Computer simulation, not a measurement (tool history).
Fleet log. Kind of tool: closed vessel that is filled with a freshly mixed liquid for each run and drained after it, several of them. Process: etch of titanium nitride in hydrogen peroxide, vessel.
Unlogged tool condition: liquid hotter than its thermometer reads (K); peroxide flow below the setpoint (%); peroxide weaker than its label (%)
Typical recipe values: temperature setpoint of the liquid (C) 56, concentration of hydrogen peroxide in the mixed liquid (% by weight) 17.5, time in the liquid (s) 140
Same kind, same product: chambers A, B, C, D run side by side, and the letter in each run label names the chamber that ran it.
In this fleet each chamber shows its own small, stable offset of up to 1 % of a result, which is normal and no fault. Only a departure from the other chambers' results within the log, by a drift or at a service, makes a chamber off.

run	hour	temperature setpoint of the liquid (C)	concentration of hydrogen peroxide in the mixed liquid (% by weight)	time in the liquid (s)	hours since the thermometer was replaced	hours since the peroxide flow meter was replaced	hours since the drum of peroxide was connected	read-back film thickness of the titanium nitride reference wafer, read on the same gauge (nm)	thickness taken off the titanium nitride on a monitor wafer (angstrom)
1C	12.6	56	17.5	140	684.7	252.4	25.7	49.99	130.16
2D	24.5	56	17.5	140	2896.7	278.9	185.4	50.022	131.15
3B	34.1	56	17.5	140	842.6	261.8	48.3	49.992	128.44
4A	42.9	56	17.5	140	501.5	93.8	926.4	49.987	132.09
5D	49.3	56	17.5	140	2921.5	303.7	210.2	50.01	132.09
6B	60.1	56	17.5	140	868.6	287.8	74.3	50.02	129.59
7C	71.9	52.5	15	140	744	311.7	85	49.99	97.322
8A	81.5	52.5	15	140	540.1	132.4	965	49.99	100.27
9B	91.5	52.5	15	140	900	319.2	105.7	49.989	96.909
10C	100.7	52.5	15	140	772.8	340.5	113.8	50.044	97.84
11A	113.8	56	17.5	140	572.4	164.7	997.3	50.008	131.63
12D	121.2	56	17.5	140	2993.4	375.6	282.1	50.006	133.21
13B	133.6	56	15	60	942.1	361.3	147.8	49.996	53.658
14C	141.7	56	15	60	813.8	381.5	154.8	50.034	53.813
15A	152.9	56	15	60	611.5	203.8	1036.4	50.012	54.051
16D	165.2	56	15	60	3037.4	419.6	326.1	49.995	54.764
17C	175.7	56	17.5	140	847.8	415.5	188.8	50.021	130.3
18A	182.8	56	17.5	140	641.4	233.7	1066.3	49.981	129.48
19B	189	56	17.5	140	997.5	416.7	203.2	49.979	131.07
20D	196	56	17.5	140	3068.2	450.4	356.9	50.023	132.76
21C	205.1	56	17.5	140	877.2	444.9	218.2	50.025	129.4
22A	214.5	56	21	105	673.1	265.4	1098	50.007	102.65
# hour 220.9: chamber D: thermometer replaced
23B	225	56	21	105	1033.5	452.7	239.2	50.001	102.71
24D	233.6	56	21	105	12.8	488	394.5	49.955	102.82
25C	242.9	56	21	105	915	482.7	256	49.988	102.23
26D	254.3	56	17.5	140	33.5	508.7	415.2	49.99	130.16
27B	261.6	56	17.5	140	1070.1	489.3	275.8	50.011	130.09
28A	271.5	56	17.5	140	730.1	322.4	1155	50.018	130.67
29C	280.3	56	17.5	140	952.4	520.1	293.4	49.991	129.45
30D	288	56	14.5	195	67.2	542.4	448.9	50.005	176.75
31B	297.1	56	14.5	195	1105.6	524.8	311.3	49.995	174.87
32A	304.7	56	14.5	195	763.3	355.6	1188.2	49.99	176.89
33D	312	56	14.5	195	91.2	566.4	472.9	49.979	174.6
34B	320	56	15	140	1128.5	547.7	334.2	49.997	126.19
35A	329.1	56	15	140	787.7	380	1212.6	50.015	126.1
36C	339.7	56	15	140	1011.8	579.5	352.8	50.037	125.12
37B	351.2	56	15	140	1159.7	578.9	365.4	49.989	126.59
38A	362.3	56	17.5	140	820.9	413.2	1245.8	49.994	130.65
# hour 368: chamber C: peroxide flow meter replaced
39D	372.4	56	17.5	140	151.6	626.8	533.3	49.981	132.77
40C	383.1	56	17.5	140	1055.2	15.2	396.2	50.018	128.63
41D	392.1	56	15	180	171.3	646.5	553	50.031	163.65
42C	404.1	56	15	180	1076.2	36.2	417.2	49.993	162.53

What goes on in this fleet: one chamber off, a drifting gauge, or nothing beyond the chambers' own small offsets? Name the chamber and the cause, if any.

The fleet is healthy, with each chamber sitting at its usual small offset and no drift in the gauge.
